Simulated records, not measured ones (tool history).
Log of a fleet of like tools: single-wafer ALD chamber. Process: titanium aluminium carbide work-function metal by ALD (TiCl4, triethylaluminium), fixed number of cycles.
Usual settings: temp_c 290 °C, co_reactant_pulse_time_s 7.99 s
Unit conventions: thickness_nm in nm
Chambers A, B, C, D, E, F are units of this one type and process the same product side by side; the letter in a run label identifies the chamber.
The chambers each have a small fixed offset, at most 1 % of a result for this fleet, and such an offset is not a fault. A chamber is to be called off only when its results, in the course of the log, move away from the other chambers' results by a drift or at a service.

run   hour  temp_c  co_reactant_pulse_time_s  read-back reference wafer on the same gauge, thickness_nm  thickness_nm
 1E    2.1     290                      7.99                                                     1.6008        1.8351
 2D    6.3     290                      7.99                                                     1.6001        1.8459
 3A    9.3     290                      7.99                                                     1.6009        1.8600
 4C   13.1     290                      7.99                                                     1.6007        1.8498
 5F   17.8     290                      7.99                                                     1.6010        1.8477
 6B   21.2     290                      7.99                                                     1.6013        1.8609
 7F   24.0     290                      7.99                                                     1.6019        1.8526
 8C   28.8     290                      7.99                                                     1.6022        1.8558
 9E   31.8     290                      7.99                                                     1.6020        1.8332
10A   34.8     290                      7.99                                                     1.6024        1.8636
11D   38.4     290                      7.99                                                     1.6029        1.8424
12B   40.7     290                      7.99                                                     1.6034        1.8657
13F   43.5     290                      7.99                                                     1.6031        1.8529
14A   46.7     290                      7.99                                                     1.6029        1.8680
15D   48.9     290                      7.99                                                     1.6035        1.8504
16B   53.4     290                      7.99                                                     1.6039        1.8573
17E   56.3     290                      7.99                                                     1.6034        1.8361
18C   60.8     277                      5.42                                                     1.6044        1.5775
19F   63.9     277                      5.42                                                     1.6047        1.5753
20C   68.4     277                      5.42                                                     1.6055        1.5760
21B   73.0     277                      5.42                                                     1.6058        1.5927
22E   76.7     277                      5.42                                                     1.6063        1.5680
23D   79.0     277                      5.42                                                     1.6057        1.5743
24A   81.2     290                      7.99                                                     1.6068        1.8664
25B   86.1     290                      7.99                                                     1.6067        1.8626
26D   88.5     290                      7.99                                                     1.6061        1.8519
27F   92.9     290                      7.99                                                     1.6074        1.8534
28A   95.5     290                      7.99                                                     1.6073        1.8701
29E   98.8     290                      7.99                                                     1.6076        1.8378
30C  103.3     290                      7.99                                                     1.6082        1.8563
31A  107.6     279                      6.07                                                     1.6078        1.6743
32C  110.7     279                      6.07                                                     1.6084        1.6539
33E  114.8     279                      6.07                                                     1.6089        1.6408
34D  119.5     279                      6.07                                                     1.6092        1.6470
35F  122.4     279                      6.07                                                     1.6090        1.6575
36B  127.4     279                      6.07                                                     1.6091        1.6687
37E  130.9     297                      5.26                                                     1.6098        1.7024
38F  133.4     297                      5.26                                                     1.6097        1.7124

All 6 chambers run these settings next. Forecast each chamber's results:
39A  136.9     290                      7.99                                                                        ?
39B  136.9     290                      7.99                                                                        ?
39C  136.9     290                      7.99                                                                        ?
39D  136.9     290                      7.99                                                                        ?
39E  136.9     290                      7.99                                                                        ?
39F  136.9     290                      7.99                                                                        ?

run  thickness_nm
39A        1.8760
39B        1.8773
39C        1.8603
39D        1.8599
39E        1.8449
39F        1.8658
